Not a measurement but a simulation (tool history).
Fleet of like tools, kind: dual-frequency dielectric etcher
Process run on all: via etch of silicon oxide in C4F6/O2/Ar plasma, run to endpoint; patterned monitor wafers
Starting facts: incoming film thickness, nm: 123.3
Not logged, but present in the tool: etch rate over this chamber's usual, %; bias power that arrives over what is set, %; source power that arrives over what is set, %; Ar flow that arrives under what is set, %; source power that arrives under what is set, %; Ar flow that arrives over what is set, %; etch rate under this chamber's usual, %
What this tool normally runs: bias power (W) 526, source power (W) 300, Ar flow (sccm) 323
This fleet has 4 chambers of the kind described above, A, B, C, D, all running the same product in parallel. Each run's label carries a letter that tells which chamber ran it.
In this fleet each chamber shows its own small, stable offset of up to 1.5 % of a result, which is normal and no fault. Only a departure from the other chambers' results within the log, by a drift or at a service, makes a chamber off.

run   hour  bias power (W)  source power (W)  Ar flow (sccm)  hours since the last wet clean  hours since the last bias power generator calibration  hours since the last source power generator calibration  hours since the last Ar flow controller change  endpoint time (s)
 1D    8.9             526               300             323                           374.9                                                 1979.4                                                   3451.8                                          2600.4             29.947
 2C   15.9             526               300             323                            63.2                                                   1252                                                     1989                                           247.5             30.185
 3B   21.5             526               300             323                           657.9                                                  803.5                                                    323.9                                           421.4             30.127
 4A   31.9             526               300             323                           556.4                                                 1654.9                                                   2733.3                                          6052.4             29.733
 5C   39.1             526               300             323                            86.4                                                 1275.2                                                   2012.2                                           270.7             30.342
 6B   50.9             526               270             299                           687.3                                                  832.9                                                    353.3                                           450.8             30.813
 7D   59.1             526               270             299                           425.1                                                 2029.6                                                     3502                                          2650.6             30.502
      64.6  -- chamber B: wet clean of the chamber
 8A   70.2             526               270             299                           594.7                                                 1693.2                                                   2771.6                                          6090.7             30.309
 9D   76.5             526               270             299                           442.5                                                   2047                                                   3519.4                                            2668             31.435
10C   83.8             475               300             275                           131.1                                                 1319.9                                                   2056.9                                           315.4             31.017
11B   90.6             475               300             275                              26                                                  872.6                                                      393                                           490.5             30.787
12A   97.7             475               300             275                           622.2                                                 1720.7                                                   2799.1                                          6118.2             30.453
13A  107.8             475               300             275                           632.3                                                 1730.8                                                   2809.2                                          6128.3             30.285
     113.4  -- chamber A: wet clean of the chamber
14C  117.8             526               300             323                           165.1                                                 1353.9                                                   2090.9                                           349.4             29.714
15B  123.3             526               300             323                            58.7                                                  905.3                                                    425.7                                           523.2             29.998
16D    131             526               300             323                             497                                                 2101.5                                                   3573.9                                          2722.5             30.232
17D  140.2             526               300             368                           506.2                                                 2110.7                                                   3583.1                                          2731.7             30.691
18C  151.3             526               300             368                           198.6                                                 1387.4                                                   2124.4                                           382.9             30.294
19B  157.4             526               300             368                            92.8                                                  939.4                                                    459.8                                           557.3             29.938
     164.6  -- chamber D: wet clean of the chamber
20A  165.2             526               300             368                            51.8                                                 1788.2                                                   2866.6                                          6185.7             30.167
21D  175.1             526               300             323                            10.6                                                 2145.6                                                     3618                                          2766.6             29.879
22C  186.7             526               300             323                             234                                                 1422.8                                                   2159.8                                           418.3             30.273
23B  194.5             526               300             323                           129.9                                                  976.5                                                    496.9                                           594.4             29.461
24A  201.6             461               300             355                            88.2                                                 1824.6                                                     2903                                          6222.1             31.701
25C  210.6             461               300             355                           257.9                                                 1446.7                                                   2183.7                                           442.2             31.576
26A  221.7             461               300             355                           108.3                                                 1844.7                                                   2923.1                                          6242.2             30.962
       228  -- chamber A: Ar flow controller replaced
     231.2  -- chamber D: bias power generator calibrated
27B  231.3             461               300             355                           166.7                                                 1013.3                                                    533.7                                           631.2             31.566
28D  238.4             526               300             323                            73.9                                                    7.2                                                   3681.3                                          2829.9             30.013
29D  243.7             526               300             323                            79.2                                                   12.5                                                   3686.6                                          2835.2             30.444
30B  255.6             526               300             323                             191                                                 1037.6                                                      558                                           655.5             29.558
31C  265.2             526               300             323                           312.5                                                 1501.3                                                   2238.3                                           496.8             29.872
32A    271             526               300             323                           157.6                                                   1894                                                   2972.4                                              43             30.056
33C    283             422               370             323                           330.3                                                 1519.1                                                   2256.1                                           514.6             29.924
34B  291.8             422               370             323                           227.2                                                 1073.8                                                    594.2                                           691.7             30.126
35D  302.8             422               370             323                           138.3                                                   71.6                                                   3745.7                                          2894.3             30.117
36A    314             422               370             323                           200.6                                                   1937                                                   3015.4                                              86             30.332
37A  325.4             526               300             323                             212                                                 1948.4                                                   3026.8                                            97.4             29.889
38C  333.6             526               300             323                           380.9                                                 1569.7                                                   2306.7                                           565.2             29.609
39B  341.6             526               300             402                             277                                                 1123.6                                                      644                                           741.5             30.669

What goes on in this fleet: one chamber off, a drifting gauge, or nothing beyond the chambers' own small offsets? Name the chamber and the cause, if any.

The fleet is healthy, with each chamber sitting at its usual small offset and no drift in the gauge.
